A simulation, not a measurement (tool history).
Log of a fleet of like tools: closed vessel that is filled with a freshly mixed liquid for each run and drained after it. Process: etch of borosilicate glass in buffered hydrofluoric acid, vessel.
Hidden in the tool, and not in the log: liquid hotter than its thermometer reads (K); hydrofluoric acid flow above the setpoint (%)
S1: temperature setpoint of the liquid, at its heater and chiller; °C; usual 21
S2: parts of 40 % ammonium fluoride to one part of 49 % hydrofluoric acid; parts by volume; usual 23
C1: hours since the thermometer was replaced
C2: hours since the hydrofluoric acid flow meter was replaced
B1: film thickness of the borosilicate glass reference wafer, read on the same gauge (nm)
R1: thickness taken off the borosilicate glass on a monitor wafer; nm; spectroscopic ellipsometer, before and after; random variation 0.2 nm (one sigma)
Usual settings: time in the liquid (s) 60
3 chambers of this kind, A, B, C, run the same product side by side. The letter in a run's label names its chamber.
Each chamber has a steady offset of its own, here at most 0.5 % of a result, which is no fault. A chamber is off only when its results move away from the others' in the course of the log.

Run 1C, hour 13.2: usual settings; C1 2275.3; C2 1878.8; B1 30.022. Result: R1 29.287 nm.
Run 2B, hour 23.5: usual settings; C1 1180.3; C2 638; B1 29.991. Result: R1 29.08 nm.
Run 3A, hour 33.6: usual settings; C1 1913.7; C2 684; B1 30.004. Result: R1 29.1 nm.
Run 4C, hour 46.7: usual settings; C1 2308.8; C2 1912.3; B1 30.016. Result: R1 29.4 nm.
Run 5A, hour 54.2: usual settings; C1 1934.3; C2 704.6; B1 29.98. Result: R1 29.398 nm.
Run 6B, hour 65.5: usual settings; C1 1222.3; C2 680; B1 30.022. Result: R1 29.404 nm.
Run 7B, hour 73.1: usual settings; C1 1229.9; C2 687.6; B1 29.977. Result: R1 29.456 nm.
Run 8C, hour 82.2: usual settings but S2 27.5 parts by volume; C1 2344.3; C2 1947.8; B1 29.989. Result: R1 25.578 nm.
Run 9A, hour 96.3: usual settings but S2 27.5 parts by volume; C1 1976.4; C2 746.7; B1 30.004. Result: R1 25.619 nm.
Run 10C, hour 107.1: usual settings but S2 27.5 parts by volume; C1 2369.2; C2 1972.7; B1 30.019. Result: R1 26.006 nm.
At hour 109.1: chamber C: hydrofluoric acid flow meter replaced.
Run 11A, hour 116.6: usual settings; C1 1996.7; C2 767; B1 29.985. Result: R1 29.169 nm.
Run 12B, hour 128.5: usual settings; C1 1285.3; C2 743; B1 29.993. Result: R1 28.915 nm.
Run 13B, hour 142.5: usual settings but S1 17 °C, S2 15.5 parts by volume; C1 1299.3; C2 757; B1 29.981. Result: R1 32.816 nm.
Run 14A, hour 156.3: usual settings but S1 17 °C, S2 15.5 parts by volume; C1 2036.4; C2 806.7; B1 30.016. Result: R1 33.165 nm.
Run 15C, hour 168.3: usual settings but S1 17 °C, S2 15.5 parts by volume; C1 2430.4; C2 59.3; B1 29.995. Result: R1 33.114 nm.
Run 16A, hour 180.7: usual settings but S1 19 °C; C1 2060.8; C2 831.1; B1 30.007. Result: R1 25.999 nm.
Run 17C, hour 192.7: usual settings but S1 19 °C; C1 2454.8; C2 83.7; B1 29.991. Result: R1 26.044 nm.
Run 18B, hour 205: usual settings but S1 19 °C; C1 1361.8; C2 819.5; B1 30.023. Result: R1 26.247 nm.
Run 19B, hour 211.8: usual settings; C1 1368.6; C2 826.3; B1 30.006. Result: R1 29.058 nm.
Run 20A, hour 222.9: usual settings; C1 2103; C2 873.3; B1 30.005. Result: R1 29.393 nm.
Run 21C, hour 230: usual settings; C1 2492.1; C2 121; B1 29.996. Result: R1 29.303 nm.
Run 22A, hour 240.6: usual settings; C1 2120.7; C2 891; B1 30.016. Result: R1 29.194 nm.
Run 23C, hour 247.3: usual settings; C1 2509.4; C2 138.3; B1 30.022. Result: R1 29.1 nm.
Run 24B, hour 262.2: usual settings; C1 1419; C2 876.7; B1 29.986. Result: R1 29.159 nm.
Run 25B, hour 269.8: usual settings; C1 1426.6; C2 884.3; B1 29.994. Result: R1 29.091 nm.
Run 26C, hour 282.5: usual settings; C1 2544.6; C2 173.5; B1 30.007. Result: R1 29.054 nm.
Run 27A, hour 296.3: usual settings; C1 2176.4; C2 946.7; B1 29.974. Result: R1 29.259 nm.
Run 28C, hour 305: usual settings; C1 2567.1; C2 196; B1 29.992. Result: R1 29.52 nm.
At hour 314.5: chamber A: hydrofluoric acid flow meter replaced.
Run 29B, hour 317: usual settings; C1 1473.8; C2 931.5; B1 30.019. Result: R1 29.225 nm.
Run 30A, hour 328.2: usual settings; C1 2208.3; C2 13.8; B1 30.001. Result: R1 29.049 nm.
Run 31B, hour 338.4: usual settings; C1 1495.2; C2 952.9; B1 29.994. Result: R1 29.292 nm.
Run 32C, hour 349.8: usual settings; C1 2611.9; C2 240.8; B1 29.981. Result: R1 29.001 nm.

Is one chamber off against the others, does the gauge drift, or is nothing wrong? If a chamber is off, say which, and what the likeliest cause is.

No chamber stands off beyond its own small offset, and the gauge holds steady.

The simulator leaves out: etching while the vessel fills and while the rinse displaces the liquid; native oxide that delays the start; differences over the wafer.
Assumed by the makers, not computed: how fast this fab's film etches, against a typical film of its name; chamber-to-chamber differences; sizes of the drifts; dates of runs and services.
